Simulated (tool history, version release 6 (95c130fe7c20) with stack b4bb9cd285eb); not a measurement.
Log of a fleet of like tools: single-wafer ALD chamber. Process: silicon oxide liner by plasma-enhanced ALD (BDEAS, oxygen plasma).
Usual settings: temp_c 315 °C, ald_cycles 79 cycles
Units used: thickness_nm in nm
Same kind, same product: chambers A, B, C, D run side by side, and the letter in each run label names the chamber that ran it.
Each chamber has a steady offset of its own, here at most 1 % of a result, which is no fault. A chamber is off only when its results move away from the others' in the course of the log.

| run | hour | temp_c | ald_cycles | hours since the last thermocouple change | read-back reference wafer on the same gauge, thickness_nm | thickness_nm |
|---|---|---|---|---|---|---|
| 1A | 9 | 315 | 79 | 1400 | 5.9497 | 7.2468 |
| 2B | 18 | 315 | 79 | 980.3 | 5.9534 | 7.1611 |
| 3C | 23.8 | 315 | 79 | 635.1 | 5.9541 | 7.264 |
| 4D | 32.4 | 315 | 79 | 631.2 | 5.9545 | 7.2123 |
| 5A | 38.7 | 304 | 68 | 1429.7 | 5.957 | 6.3279 |
| 6D | 48.6 | 304 | 68 | 647.4 | 5.9563 | 6.3071 |
| 7C | 58.2 | 304 | 68 | 669.5 | 5.9604 | 6.3645 |
| 8B | 67.1 | 304 | 68 | 1029.4 | 5.9591 | 6.2518 |
| 9B | 72.1 | 315 | 79 | 1034.4 | 5.9613 | 7.1748 |
| 10A | 78.6 | 315 | 64 | 1469.6 | 5.9611 | 5.8696 |
| 11D | 84.1 | 315 | 64 | 682.9 | 5.9621 | 5.8515 |
| 12C | 94.4 | 315 | 64 | 705.7 | 5.9647 | 5.9114 |
| 13B | 98.9 | 315 | 64 | 1061.2 | 5.9643 | 5.8083 |
| 14A | 105.4 | 315 | 79 | 1496.4 | 5.9668 | 7.2817 |
| 15C | 112 | 315 | 79 | 723.3 | 5.9669 | 7.2645 |
| 16D | 118.2 | 315 | 79 | 717 | 5.9669 | 7.2235 |
| 17A | 128.6 | 315 | 79 | 1519.6 | 5.9695 | 7.2773 |
| 18D | 138.7 | 315 | 79 | 737.5 | 5.9716 | 7.2107 |
| 19C | 147 | 315 | 79 | 758.3 | 5.9724 | 7.2904 |
| 20B | 151.5 | 315 | 79 | 1113.8 | 5.9733 | 7.1809 |
| 21D | 159.5 | 315 | 79 | 758.3 | 5.9773 | 7.2426 |
| 22B | 169.1 | 315 | 79 | 1131.4 | 5.9767 | 7.186 |
| 23C | 175.5 | 315 | 79 | 786.8 | 5.9774 | 7.3008 |
| 24A | 183.2 | 315 | 79 | 1574.2 | 5.9779 | 7.2877 |
| 25B | 190.7 | 315 | 79 | 1153 | 5.9804 | 7.1906 |
| 26D | 197.1 | 315 | 79 | 795.9 | 5.982 | 7.2423 |
| 27A | 205.1 | 315 | 79 | 1596.1 | 5.982 | 7.2728 |
| 28C | 211.4 | 322 | 79 | 822.7 | 5.9838 | 7.2474 |

Is one chamber off against the others, does the gauge drift, or is nothing wrong? If a chamber is off, say which, and what the likeliest cause is.

Gauge drift. The chambers move together only on paper, and none stands off.
Likeliest cause: gauge reads high (%) = 0.576.
